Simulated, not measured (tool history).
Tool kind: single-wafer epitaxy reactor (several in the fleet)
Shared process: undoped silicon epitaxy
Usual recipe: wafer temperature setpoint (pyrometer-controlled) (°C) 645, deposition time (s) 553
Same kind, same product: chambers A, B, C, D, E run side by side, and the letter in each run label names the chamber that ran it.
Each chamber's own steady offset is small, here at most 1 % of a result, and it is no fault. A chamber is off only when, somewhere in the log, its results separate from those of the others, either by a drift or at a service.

run,hour,wafer temperature setpoint (pyrometer-controlled) (°C),deposition time (s),"read-back reference wafer on the same gauge, thickness_nm",mean film thickness on the monitor wafer (nm)
1E,13.0,645,553,92.276,83.689
2C,25.7,645,553,92.301,83.544
3A,36.2,645,553,92.252,82.546
4D,46.9,645,553,92.225,83.789
5B,57.3,645,553,92.347,84.344
6E,70.7,654,635,92.263,117.000
7C,81.7,654,635,92.236,117.050
8D,94.7,654,635,92.318,116.170
9B,108.2,654,635,92.208,116.280
10A,118.3,654,635,92.284,114.970
11C,124.9,645,553,92.262,83.760
12A,135.4,645,652,92.303,97.549
13E,142.5,645,652,92.211,98.025
14D,151.4,645,652,92.382,98.670
15B,159.2,645,652,92.243,99.419
16E,166.2,645,652,92.307,98.694
17A,176.6,645,553,92.219,82.356
18D,189.9,645,553,92.346,84.072
19B,196.7,656,553,92.387,106.160
20C,207.4,656,553,92.369,105.850
21D,216.1,656,553,92.236,105.740
22C,224.2,656,553,92.414,106.410
23A,235.8,656,553,92.193,105.530
24B,246.7,645,588,92.300,88.778
25E,260.3,645,588,92.260,89.109
26B,267.2,645,588,92.342,89.231
27C,278.4,645,588,92.226,88.146
28E,285.4,645,588,92.299,87.836
29A,298.2,645,553,92.341,82.757
30D,305.4,658,645,92.384,129.510
31B,314.4,658,645,92.313,128.440
32A,326.9,658,645,92.299,128.810
33E,338.6,658,645,92.329,130.210
34C,347.1,658,645,92.202,129.750
35D,358.5,645,553,92.308,83.911
36C,371.9,639,450,92.279,59.796
37A,380.5,639,450,92.227,58.932
38B,392.8,639,450,92.262,59.482
39E,406.3,639,450,92.284,59.459
40D,414.9,639,450,92.351,60.127
41D,422.9,645,553,92.351,83.662

Each of the 5 chambers runs these same settings next. Fill in every chamber's results:
42A,432.9,645,553,,?
42B,432.9,645,553,,?
42C,432.9,645,553,,?
42D,432.9,645,553,,?
42E,432.9,645,553,,?

run,mean film thickness on the monitor wafer (nm)
42A,82.548
42B,83.376
42C,83.757
42D,83.299
42E,83.475

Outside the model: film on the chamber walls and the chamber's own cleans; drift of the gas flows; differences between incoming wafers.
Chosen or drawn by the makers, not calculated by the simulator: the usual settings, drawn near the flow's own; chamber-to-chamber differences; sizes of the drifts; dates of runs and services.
